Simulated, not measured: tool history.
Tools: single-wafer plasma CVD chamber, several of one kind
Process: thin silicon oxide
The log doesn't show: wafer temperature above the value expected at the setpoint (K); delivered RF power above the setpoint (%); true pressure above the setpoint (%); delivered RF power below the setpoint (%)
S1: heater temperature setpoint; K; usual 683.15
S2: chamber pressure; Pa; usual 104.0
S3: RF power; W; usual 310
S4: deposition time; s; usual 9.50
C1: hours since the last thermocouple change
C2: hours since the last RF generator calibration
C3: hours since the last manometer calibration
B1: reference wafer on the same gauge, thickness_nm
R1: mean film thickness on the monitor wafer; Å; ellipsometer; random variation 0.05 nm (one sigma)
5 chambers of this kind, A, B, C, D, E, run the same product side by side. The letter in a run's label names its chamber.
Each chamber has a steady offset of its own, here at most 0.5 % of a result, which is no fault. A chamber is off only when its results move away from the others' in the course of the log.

run 1B hour=7.5 | S1=683.15 S2=104.0 S3=310 S4=9.50 | C1=1840.3 C2=1661.6 C3=247.2 | B1=19.787 | R1=171.16
run 2A hour=12.7 | S1=683.15 S2=104.0 S3=310 S4=9.50 | C1=908.0 C2=100.0 C3=2039.6 | B1=19.809 | R1=170.70
run 3E hour=18.7 | S1=683.15 S2=104.0 S3=310 S4=9.50 | C1=874.9 C2=1488.8 C3=1530.7 | B1=19.805 | R1=171.45
run 4D hour=26.9 | S1=683.15 S2=104.0 S3=310 S4=9.50 | C1=2010.6 C2=1450.1 C3=451.6 | B1=19.794 | R1=170.57
run 5C hour=33.7 | S1=683.15 S2=104.0 S3=310 S4=9.50 | C1=405.4 C2=774.0 C3=868.1 | B1=19.816 | R1=171.20
run 6D hour=40.7 | S1=683.15 S2=104.0 S3=310 S4=9.50 | C1=2024.4 C2=1463.9 C3=465.4 | B1=19.792 | R1=170.96
run 7A hour=47.2 | S1=683.15 S2=104.0 S3=310 S4=9.50 | C1=942.5 C2=134.5 C3=2074.1 | B1=19.807 | R1=171.07
run 8E hour=52.1 | S1=683.15 S2=104.0 S3=310 S4=9.50 | C1=908.3 C2=1522.2 C3=1564.1 | B1=19.795 | R1=173.14
run 9B hour=59.1 | S1=683.15 S2=104.0 S3=310 S4=9.50 | C1=1891.9 C2=1713.2 C3=298.8 | B1=19.785 | R1=171.17
run 10C hour=65.6 | S1=683.15 S2=91.6 S3=280 S4=9.50 | C1=437.3 C2=805.9 C3=900.0 | B1=19.791 | R1=144.60
run 11C hour=75.0 | S1=683.15 S2=91.6 S3=280 S4=9.50 | C1=446.7 C2=815.3 C3=909.4 | B1=19.796 | R1=144.85
run 12E hour=79.8 | S1=683.15 S2=91.6 S3=280 S4=9.50 | C1=936.0 C2=1549.9 C3=1591.8 | B1=19.811 | R1=146.28
run 13B hour=85.2 | S1=683.15 S2=91.6 S3=280 S4=9.50 | C1=1918.0 C2=1739.3 C3=324.9 | B1=19.795 | R1=144.48
run 14D hour=92.2 | S1=683.15 S2=91.6 S3=280 S4=9.50 | C1=2075.9 C2=1515.4 C3=516.9 | B1=19.800 | R1=144.01
run 15A hour=101.7 | S1=683.15 S2=104.0 S3=310 S4=9.50 | C1=997.0 C2=189.0 C3=2128.6 | B1=19.817 | R1=170.60
run 16E hour=108.2 | S1=683.15 S2=120.1 S3=310 S4=9.50 | C1=964.4 C2=1578.3 C3=1620.2 | B1=19.796 | R1=195.13
run 17B hour=116.3 | S1=683.15 S2=120.1 S3=310 S4=9.50 | C1=1949.1 C2=1770.4 C3=356.0 | B1=19.811 | R1=194.32
run 18A hour=122.3 | S1=683.15 S2=120.1 S3=310 S4=9.50 | C1=1017.6 C2=209.6 C3=2149.2 | B1=19.808 | R1=193.19
-- hour=128.2 chamber E: capacitance manometer re-zeroed and calibrated
run 19C hour=128.6 | S1=683.15 S2=120.1 S3=310 S4=9.50 | C1=500.3 C2=868.9 C3=963.0 | B1=19.784 | R1=194.39
run 20D hour=137.4 | S1=683.15 S2=120.1 S3=310 S4=9.50 | C1=2121.1 C2=1560.6 C3=562.1 | B1=19.796 | R1=194.12
run 21D hour=144.8 | S1=683.15 S2=104.0 S3=310 S4=9.50 | C1=2128.5 C2=1568.0 C3=569.5 | B1=19.810 | R1=171.14
run 22C hour=153.1 | S1=683.15 S2=104.0 S3=310 S4=9.50 | C1=524.8 C2=893.4 C3=987.5 | B1=19.808 | R1=171.53
run 23B hour=158.8 | S1=683.15 S2=104.0 S3=310 S4=9.50 | C1=1991.6 C2=1812.9 C3=398.5 | B1=19.810 | R1=170.76
run 24A hour=165.7 | S1=683.15 S2=104.0 S3=310 S4=9.50 | C1=1061.0 C2=253.0 C3=2192.6 | B1=19.785 | R1=170.76
run 25E hour=173.0 | S1=683.15 S2=104.0 S3=310 S4=9.50 | C1=1029.2 C2=1643.1 C3=44.9 | B1=19.797 | R1=172.61
run 26E hour=179.1 | S1=683.15 S2=104.0 S3=310 S4=9.50 | C1=1035.3 C2=1649.2 C3=51.0 | B1=19.789 | R1=171.57
run 27D hour=187.8 | S1=683.15 S2=104.0 S3=310 S4=9.50 | C1=2171.5 C2=1611.0 C3=612.5 | B1=19.812 | R1=171.18
run 28B hour=197.1 | S1=683.15 S2=104.0 S3=310 S4=9.50 | C1=2029.9 C2=1851.2 C3=436.8 | B1=19.803 | R1=170.99
run 29C hour=203.8 | S1=683.15 S2=104.0 S3=310 S4=9.50 | C1=575.5 C2=944.1 C3=1038.2 | B1=19.791 | R1=170.95
run 30A hour=213.4 | S1=683.15 S2=104.0 S3=310 S4=9.50 | C1=1108.7 C2=300.7 C3=2240.3 | B1=19.778 | R1=170.50
run 31C hour=218.9 | S1=683.15 S2=104.0 S3=265 S4=8.03 | C1=590.6 C2=959.2 C3=1053.3 | B1=19.798 | R1=135.81
-- hour=219.1 chamber A: capacitance manometer re-zeroed and calibrated
run 32B hour=224.7 | S1=683.15 S2=104.0 S3=265 S4=8.03 | C1=2057.5 C2=1878.8 C3=464.4 | B1=19.790 | R1=135.05
run 33E hour=234.0 | S1=683.15 S2=104.0 S3=265 S4=8.03 | C1=1090.2 C2=1704.1 C3=105.9 | B1=19.807 | R1=136.79
run 34A hour=240.8 | S1=683.15 S2=104.0 S3=265 S4=8.03 | C1=1136.1 C2=328.1 C3=21.7 | B1=19.803 | R1=135.11
run 35D hour=250.3 | S1=683.15 S2=104.0 S3=265 S4=8.03 | C1=2234.0 C2=1673.5 C3=675.0 | B1=19.796 | R1=135.06
run 36B hour=259.4 | S1=683.15 S2=104.0 S3=260 S4=11.08 | C1=2092.2 C2=1913.5 C3=499.1 | B1=19.793 | R1=184.97
run 37D hour=267.6 | S1=683.15 S2=104.0 S3=260 S4=11.08 | C1=2251.3 C2=1690.8 C3=692.3 | B1=19.803 | R1=183.44
run 38E hour=271.9 | S1=683.15 S2=104.0 S3=260 S4=11.08 | C1=1128.1 C2=1742.0 C3=143.8 | B1=19.801 | R1=186.73
run 39C hour=278.7 | S1=683.15 S2=104.0 S3=260 S4=11.08 | C1=650.4 C2=1019.0 C3=1113.1 | B1=19.816 | R1=185.68

Next, every chamber runs the same settings. What will each give?
run 40A hour=285.6 | S1=683.15 S2=104.0 S3=310 S4=9.50 | R1=?
run 40B hour=285.6 | S1=683.15 S2=104.0 S3=310 S4=9.50 | R1=?
run 40C hour=285.6 | S1=683.15 S2=104.0 S3=310 S4=9.50 | R1=?
run 40D hour=285.6 | S1=683.15 S2=104.0 S3=310 S4=9.50 | R1=?
run 40E hour=285.6 | S1=683.15 S2=104.0 S3=310 S4=9.50 | R1=?

run=40A R1=171.30
run=40B R1=170.65
run=40C R1=171.30
run=40D R1=170.46
run=40E R1=172.28
